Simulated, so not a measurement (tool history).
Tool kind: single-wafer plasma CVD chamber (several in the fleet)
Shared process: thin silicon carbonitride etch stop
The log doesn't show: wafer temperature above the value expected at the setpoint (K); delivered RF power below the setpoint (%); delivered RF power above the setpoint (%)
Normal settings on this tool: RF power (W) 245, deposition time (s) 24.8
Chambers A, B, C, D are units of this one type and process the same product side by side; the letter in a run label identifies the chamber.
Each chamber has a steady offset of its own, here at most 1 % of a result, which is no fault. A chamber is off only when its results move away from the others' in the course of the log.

run	day	RF power (W)	deposition time (s)	hours since the last thermocouple change	hours since the last RF generator calibration	read-back reference wafer on the same gauge, thickness_nm	mean film thickness on the monitor wafer (angstrom)
1A	0.342	245	24.8	428.5	570	12.902	148.98
2B	0.633	245	24.8	179.1	1782.8	12.898	151.26
3D	1.154	245	24.8	1222.3	361.4	12.895	149.43
4C	1.642	245	24.8	1752.7	1270.6	12.892	150.56
5A	2.117	245	24.8	471.1	612.6	12.903	148.12
6B	2.65	245	24.8	227.5	1831.2	12.907	152.03
7C	2.996	245	24.8	1785.2	1303.1	12.903	149.93
8D	3.383	245	24.8	1275.8	414.9	12.899	148.61
9B	3.758	245	24.8	254.1	1857.8	12.908	151.94
# day 3.792: chamber C: RF generator calibrated
10D	4.025	245	24.8	1291.2	430.3	12.908	149.67
11A	4.621	245	21.4	531.2	672.7	12.896	128.42
12C	5.121	245	21.4	1836.2	31.9	12.896	129.95
13D	5.696	245	21.4	1331.3	470.4	12.899	128.41
14A	6.296	245	21.4	571.4	712.9	12.899	128.33
15C	6.633	245	24.8	1872.5	68.2	12.902	150.01
16B	6.954	245	24.8	330.8	1934.5	12.89	151.89
# day 6.992: chamber D: thermocouple changed; heater temperature recalibrated
17A	7.383	245	24.8	597.5	739	12.898	148.9
18D	7.946	245	24.8	23	524.4	12.897	148.64
19C	8.383	245	21.2	1914.5	110.2	12.902	128.21
20B	8.758	245	21.2	374.1	1977.8	12.893	130.33
21D	9.175	245	21.2	52.5	553.9	12.907	125.93
22A	9.488	245	21.2	648	789.5	12.91	127.6
23B	9.971	245	24.8	403.2	2006.9	12.907	151.41
24C	10.45	245	24.8	1964.1	159.8	12.897	150.24
25A	11.008	245	24.8	684.5	826	12.904	148.59
26D	11.617	245	24.8	111.1	612.5	12.903	148.3
27C	12.158	285	24.8	2005.1	200.8	12.897	157.46
28B	12.488	285	24.8	463.6	2067.3	12.901	159.16
# day 12.65: chamber B: RF generator calibrated
29B	12.846	285	24.8	472.2	4.8	12.9	158.71

Which is it: a chamber that has drifted or been left off by a service, a gauge drift common to all chambers, or only each chamber's usual small offset? If a chamber is off, name it and its likeliest cause.

Chamber D drifts away from the others.
Cause: delivered RF power below the setpoint (%) = 6.46.

Which of the 4 candidates below, each the usual settings with something changed and its results left as question marks, puts chamber D back in line with what the other chambers give on the usual settings?
To be in line, a result may differ from the other chambers' mean on the usual settings by at most: mean film thickness on the monitor wafer (angstrom) 1.6
30D-1	13.283	245	25.4				?
30D-2	13.283	245	24.2				?
30D-3	13.283	240	24.8				?
30D-4	13.283	245	24.9				?

Average result of the remaining chambers running the usual settings: mean film thickness on the monitor wafer (angstrom) 150.29
run	mean film thickness on the monitor wafer (angstrom)
30D-1	150.11
30D-2	143.02
30D-3	145.67
30D-4	147.15
With 30D-1, the chamber falls back in line with the rest.
